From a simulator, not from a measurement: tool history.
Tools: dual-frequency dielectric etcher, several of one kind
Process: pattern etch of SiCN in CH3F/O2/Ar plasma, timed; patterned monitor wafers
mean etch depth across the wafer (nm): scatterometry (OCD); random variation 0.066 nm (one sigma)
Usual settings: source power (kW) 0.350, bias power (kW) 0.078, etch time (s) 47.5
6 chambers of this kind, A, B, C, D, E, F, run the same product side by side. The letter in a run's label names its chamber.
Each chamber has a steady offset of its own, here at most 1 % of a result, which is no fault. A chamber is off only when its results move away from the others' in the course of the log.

run   hour  source power (kW)  bias power (kW)  etch time (s)  read-back reference wafer on the same gauge, depth_nm  mean etch depth across the wafer (nm)
 1F   13.9              0.350            0.078           47.5                                                 18.610                                 17.434
 2A   21.6              0.350            0.078           47.5                                                 18.602                                 17.587
 3D   35.9              0.350            0.078           47.5                                                 18.588                                 17.380
 4C   47.6              0.350            0.078           47.5                                                 18.606                                 17.494
 5B   57.3              0.350            0.072           34.0                                                 18.595                                 12.181
 6E   64.9              0.350            0.072           34.0                                                 18.621                                 12.207
 7F   79.2              0.350            0.072           34.0                                                 18.605                                 12.166
 8D   90.8              0.350            0.072           34.0                                                 18.599                                 11.983
 9C  106.8              0.350            0.072           34.0                                                 18.598                                 12.039
10B  119.4              0.350            0.072           34.0                                                 18.601                                 12.107
11A  130.2              0.350            0.078           47.5                                                 18.586                                 17.537
12E  145.5              0.350            0.078           47.5                                                 18.596                                 17.319
13F  159.7              0.350            0.078           47.5                                                 18.597                                 17.431
14A  169.6              0.350            0.078           47.5                                                 18.603                                 17.448
15B  185.6              0.350            0.086           41.5                                                 18.586                                 15.908
16E  194.5              0.350            0.086           41.5                                                 18.609                                 15.825
     196.3  -- chamber E: wet clean of the chamber
17D  201.7              0.350            0.086           41.5                                                 18.623                                 15.655
18C  213.3              0.350            0.086           41.5                                                 18.603                                 15.771
19C  222.1              0.350            0.086           41.5                                                 18.598                                 15.765
20D  229.7              0.350            0.086           41.5                                                 18.609                                 15.698
     233.0  -- chamber B: bias power generator calibrated
21E  239.0              0.350            0.078           47.5                                                 18.597                                 17.524
22F  247.4              0.350            0.078           47.5                                                 18.615                                 17.304
     249.2  -- chamber D: wet clean of the chamber
23B  258.6              0.350            0.078           47.5                                                 18.605                                 17.531
24A  267.8              0.350            0.078           47.5                                                 18.615                                 17.577
25A  275.5              0.350            0.078           47.5                                                 18.595                                 17.480
26B  290.5              0.350            0.060           47.5                                                 18.612                                 15.812
27F  302.7              0.350            0.060           47.5                                                 18.589                                 16.007
28D  314.5              0.350            0.060           47.5                                                 18.584                                 15.851
29E  327.5              0.350            0.060           47.5                                                 18.602                                 15.946
     337.3  -- chamber F: wet clean of the chamber
30C  340.0              0.350            0.060           47.5                                                 18.588                                 15.855
     342.8  -- chamber C: wet clean of the chamber
31D  354.2              0.350            0.060           47.5                                                 18.590                                 15.822
32E  365.3              0.350            0.078           47.5                                                 18.616                                 17.487
     367.5  -- chamber B: wet clean of the chamber
33C  377.6              0.350            0.078           47.5                                                 18.595                                 17.475
34F  390.6              0.350            0.078           47.5                                                 18.616                                 17.308
35B  403.4              0.350            0.078           47.5                                                 18.596                                 17.372
36A  411.3              0.350            0.078           47.5                                                 18.600                                 17.470
37E  424.3              0.310            0.078           41.5                                                 18.593                                 14.682
38A  436.8              0.310            0.078           41.5                                                 18.600                                 14.605
39F  450.7              0.310            0.078           41.5                                                 18.603                                 14.570

Next, every chamber runs the same settings. What will each give?
40A  462.6              0.380            0.078           47.5                                                                                             ?
40B  462.6              0.380            0.078           47.5                                                                                             ?
40C  462.6              0.380            0.078           47.5                                                                                             ?
40D  462.6              0.380            0.078           47.5                                                                                             ?
40E  462.6              0.380            0.078           47.5                                                                                             ?
40F  462.6              0.380            0.078           47.5                                                                                             ?

run  mean etch depth across the wafer (nm)
40A                                 17.930
40B                                 17.967
40C                                 17.935
40D                                 17.803
40E                                 17.977
40F                                 17.904
